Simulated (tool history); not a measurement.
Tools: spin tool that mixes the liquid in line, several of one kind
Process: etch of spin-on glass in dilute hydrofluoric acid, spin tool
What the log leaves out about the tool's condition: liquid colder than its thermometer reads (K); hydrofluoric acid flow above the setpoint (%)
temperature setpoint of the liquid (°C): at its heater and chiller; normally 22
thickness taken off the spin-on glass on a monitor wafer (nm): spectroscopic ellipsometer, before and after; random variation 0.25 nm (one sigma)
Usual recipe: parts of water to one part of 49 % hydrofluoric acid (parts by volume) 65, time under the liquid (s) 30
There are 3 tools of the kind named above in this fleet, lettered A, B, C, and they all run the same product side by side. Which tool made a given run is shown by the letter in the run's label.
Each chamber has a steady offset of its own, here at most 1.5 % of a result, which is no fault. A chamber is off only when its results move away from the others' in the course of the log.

run	hour	temperature setpoint of the liquid (°C)	parts of water to one part of 49 % hydrofluoric acid (parts by volume)	time under the liquid (s)	hours since the thermometer was replaced	hours since the hydrofluoric acid flow meter was replaced	read-back film thickness of the spin-on glass reference wafer, read on the same gauge (nm)	thickness taken off the spin-on glass on a monitor wafer (nm)
1A	3.9	22	65	30	1339.3	384.3	30.017	25.901
2B	6.3	22	65	30	192.5	417.5	29.974	25.522
3C	8.2	22	65	30	1339.8	234.6	29.978	25.29
4B	11.8	22	65	30	198	423	29.972	25.753
5A	13.8	22	65	30	1349.2	394.2	29.972	25.899
6C	17.1	22	65	30	1348.7	243.5	30.02	25.73
7C	19.9	22	65	30	1351.5	246.3	30.012	25.576
8B	22.4	22	65	30	208.6	433.6	29.98	25.452
9A	26.9	22	65	30	1362.3	407.3	29.983	26.129
10A	30.4	22	65	30	1365.8	410.8	30.034	25.775
11B	33.2	22	75	20	219.4	444.4	29.969	14.806
12C	36.6	22	75	20	1368.2	263	30.004	14.508
13A	40.7	22	75	20	1376.1	421.1	29.993	14.722
14B	43.6	25	65	30	229.8	454.8	30.027	29.109
15C	47.1	25	65	30	1378.7	273.5	29.955	29.238
16A	50.5	25	65	30	1385.9	430.9	29.961	28.788
17B	53.7	22	65	30	239.9	464.9	30.013	25.739
18C	56.5	22	65	30	1388.1	282.9	29.984	25.74
19B	60	22	65	30	246.2	471.2	30.021	25.755
20A	63.6	22	65	30	1399	444	30.026	24.918
21C	66.9	22	65	30	1398.5	293.3	30.031	26.043
22B	69.3	22	65	30	255.5	480.5	30.016	25.646
23A	72.7	22	65	30	1408.1	453.1	30.064	24.606
24C	76.9	22	65	30	1408.5	303.3	30.032	25.458
25A	79.6	22	65	30	1415	460	30.037	24.693
26B	82.6	22	65	30	268.8	493.8	30.006	25.934
27C	86	22	65	30	1417.6	312.4	29.979	26.431
28B	88.6	22	65	30	274.8	499.8	29.962	25.159
29A	92.3	22	65	30	1427.7	472.7	30.01	24.293
30C	94.9	22	65	30	1426.5	321.3	30.016	25.678
31A	97.9	22	95	15	1433.3	478.3	29.959	7.8777
32C	101.9	22	95	15	1433.5	328.3	29.983	8.6457
33B	104.4	22	95	15	290.6	515.6	30	8.4785
34A	108.2	22	65	30	1443.6	488.6	30.021	23.832
35C	111.4	22	85	30	1443	337.8	30.019	19.521
36B	114.6	22	85	30	300.8	525.8	30.044	19.107

Each of the 3 chambers runs these same settings next. Fill in every chamber's results:
37A	117.8	22	35	30				?
37B	117.8	22	35	30				?
37C	117.8	22	35	30				?

run	thickness taken off the spin-on glass on a monitor wafer (nm)
37A	44.188
37B	49.733
37C	51.063
